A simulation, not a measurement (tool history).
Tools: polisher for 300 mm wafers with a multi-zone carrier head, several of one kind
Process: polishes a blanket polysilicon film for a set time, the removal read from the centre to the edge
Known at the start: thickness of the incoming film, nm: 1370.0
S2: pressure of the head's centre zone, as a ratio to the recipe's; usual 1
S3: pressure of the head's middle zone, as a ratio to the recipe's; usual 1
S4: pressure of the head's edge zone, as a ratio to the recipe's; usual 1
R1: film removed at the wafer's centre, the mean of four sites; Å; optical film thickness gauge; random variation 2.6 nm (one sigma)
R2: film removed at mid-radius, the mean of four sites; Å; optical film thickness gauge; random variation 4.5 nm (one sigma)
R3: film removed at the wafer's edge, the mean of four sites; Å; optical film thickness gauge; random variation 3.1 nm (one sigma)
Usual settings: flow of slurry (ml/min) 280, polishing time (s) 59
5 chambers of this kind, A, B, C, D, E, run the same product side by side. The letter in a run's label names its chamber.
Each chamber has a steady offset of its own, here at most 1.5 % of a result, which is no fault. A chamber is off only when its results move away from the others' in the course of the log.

Run 1B, hour 6.2: usual settings. Result: R1 4000.4 Å, R2 4099.9 Å, R3 4010.1 Å.
Run 2D, hour 12.6: usual settings. Result: R1 3995 Å, R2 3966.4 Å, R3 4000.2 Å.
At hour 20.2: chamber B: worn pad replaced by a new one.
Run 3A, hour 23.4: usual settings. Result: R1 4011.6 Å, R2 3948.8 Å, R3 3925.4 Å.
Run 4E, hour 32.1: usual settings. Result: R1 3986.4 Å, R2 4030.7 Å, R3 3993.9 Å.
Run 5C, hour 42.5: usual settings. Result: R1 3986.8 Å, R2 3946.2 Å, R3 3918.2 Å.
At hour 43.2: chamber D: slurry nozzle cleaned.
At hour 45: chamber C: worn pad replaced by a new one.
Run 6E, hour 49.7: usual settings. Result: R1 4014.3 Å, R2 3939.5 Å, R3 4009.1 Å.
Run 7C, hour 54.9: usual settings. Result: R1 4011.4 Å, R2 4066.6 Å, R3 3978.7 Å.
Run 8D, hour 62: usual settings. Result: R1 4004.8 Å, R2 3936.8 Å, R3 4102 Å.
At hour 69.5: chamber C: centre zone pressure recalibrated.
Run 9A, hour 70.6: usual settings. Result: R1 3986.2 Å, R2 3970.2 Å, R3 3970.2 Å.
Run 10B, hour 77.4: usual settings. Result: R1 4020.4 Å, R2 4085.9 Å, R3 3942.4 Å.
Run 11C, hour 85: usual settings. Result: R1 3962.1 Å, R2 4038.1 Å, R3 3957 Å.
Run 12A, hour 96.4: usual settings. Result: R1 4017.7 Å, R2 4018.5 Å, R3 3980.8 Å.
Run 13D, hour 102.4: usual settings. Result: R1 4019 Å, R2 3935.3 Å, R3 4031.5 Å.
At hour 105.9: chamber D: worn pad replaced by a new one.
Run 14E, hour 110.5: usual settings. Result: R1 4010.6 Å, R2 4045.9 Å, R3 4012.8 Å.
Run 15B, hour 116.5: usual settings but flow of slurry (ml/min) 345, S4 0.94. Result: R1 4042.5 Å, R2 4085.7 Å, R3 3897.1 Å.
Run 16E, hour 126.8: usual settings but flow of slurry (ml/min) 345, S4 0.94. Result: R1 4057.1 Å, R2 4143.2 Å, R3 3950.1 Å.
At hour 129.3: chamber B: centre zone pressure recalibrated.
Run 17B, hour 132.3: usual settings but flow of slurry (ml/min) 345, S4 0.94. Result: R1 4119.1 Å, R2 4149.5 Å, R3 3921.2 Å.
Run 18A, hour 141.1: usual settings but flow of slurry (ml/min) 345, S4 0.94. Result: R1 4051.4 Å, R2 4132.2 Å, R3 3978.1 Å.
Run 19D, hour 147: usual settings but flow of slurry (ml/min) 345, S4 0.94. Result: R1 4117.2 Å, R2 4010.9 Å, R3 3973.6 Å.
Run 20C, hour 153.8: usual settings. Result: R1 3944.7 Å, R2 3978.5 Å, R3 3920.3 Å.
Run 21B, hour 164.6: usual settings. Result: R1 4004.5 Å, R2 4084.7 Å, R3 3999.7 Å.
Run 22A, hour 171.6: usual settings. Result: R1 3986.5 Å, R2 4055.2 Å, R3 3949.6 Å.
At hour 176.6: chamber A: worn pad replaced by a new one.
Run 23C, hour 177.3: usual settings but flow of slurry (ml/min) 375. Result: R1 4094 Å, R2 4114.4 Å, R3 4005.7 Å.
Run 24D, hour 188.3: usual settings but flow of slurry (ml/min) 375. Result: R1 4115.5 Å, R2 3977.7 Å, R3 4080.3 Å.
Run 25E, hour 199.8: usual settings but flow of slurry (ml/min) 375. Result: R1 4005.9 Å, R2 3956.9 Å, R3 3929.4 Å.
Run 26B, hour 207.3: usual settings but flow of slurry (ml/min) 375. Result: R1 4151.9 Å, R2 4152.5 Å, R3 4105.5 Å.
At hour 210.8: chamber B: worn pad replaced by a new one.
At hour 211.9: chamber A: centre zone pressure recalibrated.
Run 27A, hour 212.6: usual settings but flow of slurry (ml/min) 375. Result: R1 4107.3 Å, R2 4091.1 Å, R3 4039.7 Å.
At hour 217.4: chamber C: edge zone pressure recalibrated.
Run 28D, hour 221.3: usual settings. Result: R1 3991 Å, R2 3975.7 Å, R3 3969.9 Å.
At hour 223.5: chamber C: worn pad replaced by a new one.
Run 29C, hour 230.1: usual settings. Result: R1 3948.4 Å, R2 3988.5 Å, R3 3987.4 Å.
Run 30E, hour 241.8: usual settings. Result: R1 3817.6 Å, R2 3903.6 Å, R3 3841.3 Å.
Run 31D, hour 247.6: usual settings. Result: R1 4019.7 Å, R2 3928.8 Å, R3 3992 Å.
Run 32A, hour 256.7: usual settings. Result: R1 3990.3 Å, R2 3935.7 Å, R3 3970.8 Å.
Run 33B, hour 265.2: usual settings. Result: R1 4007.5 Å, R2 4140.2 Å, R3 3956.6 Å.
Run 34C, hour 276.8: usual settings but S4 1.11. Result: R1 4002.3 Å, R2 4099.8 Å, R3 4165.2 Å.
Run 35E, hour 283.8: usual settings but S4 1.11. Result: R1 3725.2 Å, R2 3859.7 Å, R3 3963.6 Å.
At hour 284.1: chamber D: worn pad replaced by a new one.
Run 36C, hour 294.1: usual settings but S4 1.11. Result: R1 3936.4 Å, R2 4024.4 Å, R3 4190.5 Å.
Run 37E, hour 301.4: usual settings but S4 1.11. Result: R1 3673.3 Å, R2 3752.4 Å, R3 3954.3 Å.
Run 38A, hour 307.6: usual settings but S4 1.11. Result: R1 3960.2 Å, R2 3930.4 Å, R3 4208.6 Å.
Run 39D, hour 313.7: usual settings. Result: R1 3945.5 Å, R2 3955 Å, R3 4077.3 Å.
Run 40B, hour 319.6: usual settings. Result: R1 3986.3 Å, R2 4039.7 Å, R3 4029.2 Å.
Run 41B, hour 328.4: usual settings but flow of slurry (ml/min) 250, polishing time (s) 47. Result: R1 3142 Å, R2 3167.6 Å, R3 3163.7 Å.

Is one chamber off against the others, does the gauge drift, or is nothing wrong? If a chamber is off, say which, and what the likeliest cause is.

Chamber E drifts away from the others.
Cause: removal rate lost through wear of the pad, % = 8.02.

Here are 4 candidates for chamber E's next run, each the usual settings with a change, their results left as question marks. Which one brings its results back in line with what the others give on the usual settings?
In line means no further than this from the other chambers' mean on the usual settings: R1 89 Å; R2 160 Å; R3 110 Å
Run 42E-1, hour 336.8: usual settings but flow of slurry (ml/min) 285, S2 1.01, polishing time (s) 64. Result: R1 ?, R2 ?, R3 ?.
Run 42E-2, hour 336.8: usual settings but polishing time (s) 54. Result: R1 ?, R2 ?, R3 ?.
Run 42E-3, hour 336.8: usual settings but polishing time (s) 56. Result: R1 ?, R2 ?, R3 ?.
Run 42E-4, hour 336.8: usual settings but polishing time (s) 62. Result: R1 ?, R2 ?, R3 ?.

The other chambers' mean on the usual settings: R1 3994 Å; R2 4003.8 Å; R3 3983.8 Å
  run      R1      R2      R3
42E-1  4032.5  4011.6  3966.4
42E-2    3358  3378.5  3341.8
42E-3  3482.4  3503.7  3465.6
42E-4  3855.5    3879  3836.9
42E-1 brings the chamber back in line.
